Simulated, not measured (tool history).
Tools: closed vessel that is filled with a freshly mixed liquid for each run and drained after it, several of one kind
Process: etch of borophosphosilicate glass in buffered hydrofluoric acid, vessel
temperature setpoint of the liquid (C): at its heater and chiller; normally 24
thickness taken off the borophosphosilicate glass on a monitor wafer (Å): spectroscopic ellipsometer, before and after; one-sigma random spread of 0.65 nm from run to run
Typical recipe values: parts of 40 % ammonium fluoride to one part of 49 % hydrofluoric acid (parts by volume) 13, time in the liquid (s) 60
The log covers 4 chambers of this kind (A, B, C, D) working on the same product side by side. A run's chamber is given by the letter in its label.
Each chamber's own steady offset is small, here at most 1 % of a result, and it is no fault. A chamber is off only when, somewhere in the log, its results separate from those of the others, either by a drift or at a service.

run	day	temperature setpoint of the liquid (C)	parts of 40 % ammonium fluoride to one part of 49 % hydrofluoric acid (parts by volume)	time in the liquid (s)	hours since the thermometer was replaced	hours since the hydrofluoric acid flow meter was replaced	read-back film thickness of the borophosphosilicate glass reference wafer, read on the same gauge (nm)	thickness taken off the borophosphosilicate glass on a monitor wafer (Å)
1C	0.246	24	13	60	223	63.1	140.01	752.5
2D	0.538	24	13	60	741.1	542.7	140.01	759.01
3B	0.812	24	13	60	371.9	1026.9	140	744.42
4A	0.979	24	13	60	1418.8	1723.7	140.01	733.49
5B	1.304	24	15.5	30	383.7	1038.7	140	314.1
6A	1.583	24	15.5	30	1433.3	1738.2	139.99	315.6
7D	1.796	24	15.5	30	771.3	572.9	140.01	320.89
8C	2.025	24	15.5	30	265.7	105.8	140	309.22
9B	2.229	24	13	60	405.9	1060.9	140.01	748.17
10A	2.412	24	13	60	1453.2	1758.1	140.01	749.53
11C	2.612	24	13	60	279.8	119.9	139.99	744.75
# day 2.721: chamber B: hydrofluoric acid flow meter replaced
12D	2.908	24	13	60	798	599.6	140.03	775.33
13B	3.062	24	13	60	425.9	8.3	139.97	737.94
14A	3.204	24	13	60	1472.2	1777.1	140	753.38
15D	3.442	24	13	60	810.8	612.4	140.01	789.98
16C	3.633	24	13	60	304.3	144.4	140.01	747.99
17B	3.929	24	13	60	446.7	29.1	139.99	747.07
18A	4.079	24	13	60	1493.2	1798.1	140.01	742.41
19D	4.317	24	13	60	831.8	633.4	140	794.77
20C	4.583	24	13	60	327.1	167.2	140	751.22
21A	4.842	24	13	60	1511.5	1816.4	140	744.32
22D	5.046	24	13	60	849.3	650.9	140.02	790.83
23C	5.304	24	13	60	344.4	184.5	139.99	754.22
24B	5.554	24	13	60	485.7	68.1	140	745.84
25D	5.775	24	13	60	866.8	668.4	139.99	789.3
26B	6.025	24	13	60	497	79.4	140.02	745.19
27C	6.296	24	13	60	368.2	208.3	140	760.13
28A	6.583	24	13	60	1553.3	1858.2	140	754.93
29A	6.829	24	13	60	1559.2	1864.1	140	751.44
30B	7	24	13	60	520.4	102.8	139.99	747.13
31D	7.208	24	13	60	901.2	702.8	139.99	801.78
# day 7.379: chamber A: hydrofluoric acid flow meter replaced
32C	7.512	24	13	60	397.4	237.5	139.99	755.07
33D	7.808	24	13	60	915.6	717.2	139.99	818.19
34B	8.092	24	13	60	546.6	129	139.99	748.75
35C	8.4	24	13	60	418.7	258.8	139.99	745.12
36A	8.704	24	13	60	1604.2	31.8	139.98	753.4
37C	8.988	24	13	60	432.8	272.9	140.01	753.94
# day 9.058: chamber A: thermometer replaced
38B	9.246	24	13	60	574.3	156.7	140.01	743.52
39A	9.479	24	13	60	10.2	50.4	140	741.29
40D	9.767	24	13	60	962.6	764.2	140.01	832.27
41C	9.988	24	13	60	456.8	296.9	139.99	755.2
42D	10.192	24	13	60	972.8	774.4	139.98	843.11

For the next run the whole fleet of 4 chambers uses the same settings. Give each chamber's results:
43A	10.429	24	13	60				?
43B	10.429	24	13	60				?
43C	10.429	24	13	60				?
43D	10.429	24	13	60				?

run	thickness taken off the borophosphosilicate glass on a monitor wafer (Å)
43A	745.68
43B	748.38
43C	760.53
43D	845.28
